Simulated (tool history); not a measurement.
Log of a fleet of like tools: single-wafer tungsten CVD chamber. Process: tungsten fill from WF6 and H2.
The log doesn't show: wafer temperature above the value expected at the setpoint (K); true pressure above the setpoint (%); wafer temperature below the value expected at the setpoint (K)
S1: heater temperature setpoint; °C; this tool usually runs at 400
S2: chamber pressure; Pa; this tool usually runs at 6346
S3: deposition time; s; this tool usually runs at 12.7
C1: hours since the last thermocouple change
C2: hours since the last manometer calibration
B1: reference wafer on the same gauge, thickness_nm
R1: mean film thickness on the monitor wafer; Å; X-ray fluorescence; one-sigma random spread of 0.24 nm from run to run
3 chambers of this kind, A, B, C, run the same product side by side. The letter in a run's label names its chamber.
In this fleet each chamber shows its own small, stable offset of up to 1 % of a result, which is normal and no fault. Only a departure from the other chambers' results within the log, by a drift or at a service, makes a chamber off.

| run | hour | S1 | S2 | S3 | C1 | C2 | B1 | R1 |
|---|---|---|---|---|---|---|---|---|
| 1A | 7.0 | 400 | 6346 | 12.7 | 1770.7 | 945.1 | 53.189 | 458.21 |
| 2C | 11.0 | 400 | 6346 | 12.7 | 1825.8 | 331.5 | 53.267 | 455.36 |
| 3B | 14.6 | 400 | 6346 | 12.7 | 663.8 | 255.7 | 53.202 | 458.09 |
| 4A | 21.9 | 400 | 6346 | 12.7 | 1785.6 | 960.0 | 53.273 | 460.74 |
| 5B | 25.5 | 400 | 6346 | 12.7 | 674.7 | 266.6 | 53.251 | 455.98 |
| 6C | 29.3 | 400 | 6346 | 12.7 | 1844.1 | 349.8 | 53.186 | 450.12 |
| 7C | 34.3 | 400 | 6346 | 12.7 | 1849.1 | 354.8 | 53.227 | 457.10 |
| 8B | 37.7 | 400 | 6346 | 12.7 | 686.9 | 278.8 | 53.225 | 456.19 |
| 9A | 41.9 | 400 | 6346 | 12.7 | 1805.6 | 980.0 | 53.197 | 456.88 |
| 10A | 49.2 | 400 | 6346 | 12.7 | 1812.9 | 987.3 | 53.144 | 457.37 |
| 11C | 56.7 | 405 | 6346 | 12.7 | 1871.5 | 377.2 | 53.146 | 496.13 |
| 12B | 61.4 | 405 | 6346 | 12.7 | 710.6 | 302.5 | 53.290 | 500.97 |
|  | 68.4 | chamber C: thermocouple changed; heater temperature recalibrated |
| 13B | 68.4 | 405 | 6346 | 12.7 | 717.6 | 309.5 | 53.207 | 499.71 |
| 14C | 75.1 | 400 | 6346 | 12.7 | 6.7 | 395.6 | 53.182 | 438.65 |
| 15A | 81.5 | 400 | 6346 | 12.7 | 1845.2 | 1019.6 | 53.172 | 453.31 |
| 16A | 84.9 | 400 | 6346 | 12.7 | 1848.6 | 1023.0 | 53.161 | 456.67 |
| 17C | 91.4 | 400 | 6346 | 12.7 | 23.0 | 411.9 | 53.142 | 437.99 |
| 18B | 98.0 | 413 | 6346 | 10.9 | 747.2 | 339.1 | 53.208 | 493.35 |
| 19C | 103.9 | 413 | 6346 | 10.9 | 35.5 | 424.4 | 53.192 | 469.62 |
| 20A | 110.3 | 413 | 6346 | 10.9 | 1874.0 | 1048.4 | 53.168 | 492.43 |
| 21B | 114.5 | 400 | 6946 | 14.5 | 763.7 | 355.6 | 53.153 | 540.77 |
|  | 117.4 | chamber A: thermocouple changed; heater temperature recalibrated |
| 22A | 120.4 | 400 | 6946 | 14.5 | 3.1 | 1058.5 | 53.223 | 542.71 |
| 23B | 127.2 | 400 | 6946 | 14.5 | 776.4 | 368.3 | 53.201 | 538.33 |
| 24C | 131.4 | 400 | 6346 | 12.7 | 63.0 | 451.9 | 53.238 | 438.87 |
| 25A | 136.4 | 400 | 6346 | 12.7 | 19.1 | 1074.5 | 53.116 | 458.66 |
| 26C | 142.6 | 400 | 6346 | 12.7 | 74.2 | 463.1 | 53.273 | 431.39 |
| 27B | 146.8 | 400 | 6346 | 12.7 | 796.0 | 387.9 | 53.169 | 453.33 |
| 28A | 152.0 | 400 | 7506 | 11.0 | 34.7 | 1090.1 | 53.139 | 431.54 |
| 29B | 156.6 | 400 | 7506 | 11.0 | 805.8 | 397.7 | 53.177 | 427.12 |
| 30C | 161.5 | 400 | 7506 | 11.0 | 93.1 | 482.0 | 53.249 | 407.70 |
| 31B | 167.6 | 400 | 6346 | 12.7 | 816.8 | 408.7 | 53.266 | 456.03 |

Next, every chamber runs the same settings. What will each give?
| 32A | 173.0 | 409 | 6346 | 12.7 |  |  |  | ? |
| 32B | 173.0 | 409 | 6346 | 12.7 |  |  |  | ? |
| 32C | 173.0 | 409 | 6346 | 12.7 |  |  |  | ? |

| run | R1 |
|---|---|
| 32A | 540.07 |
| 32B | 535.26 |
| 32C | 517.61 |
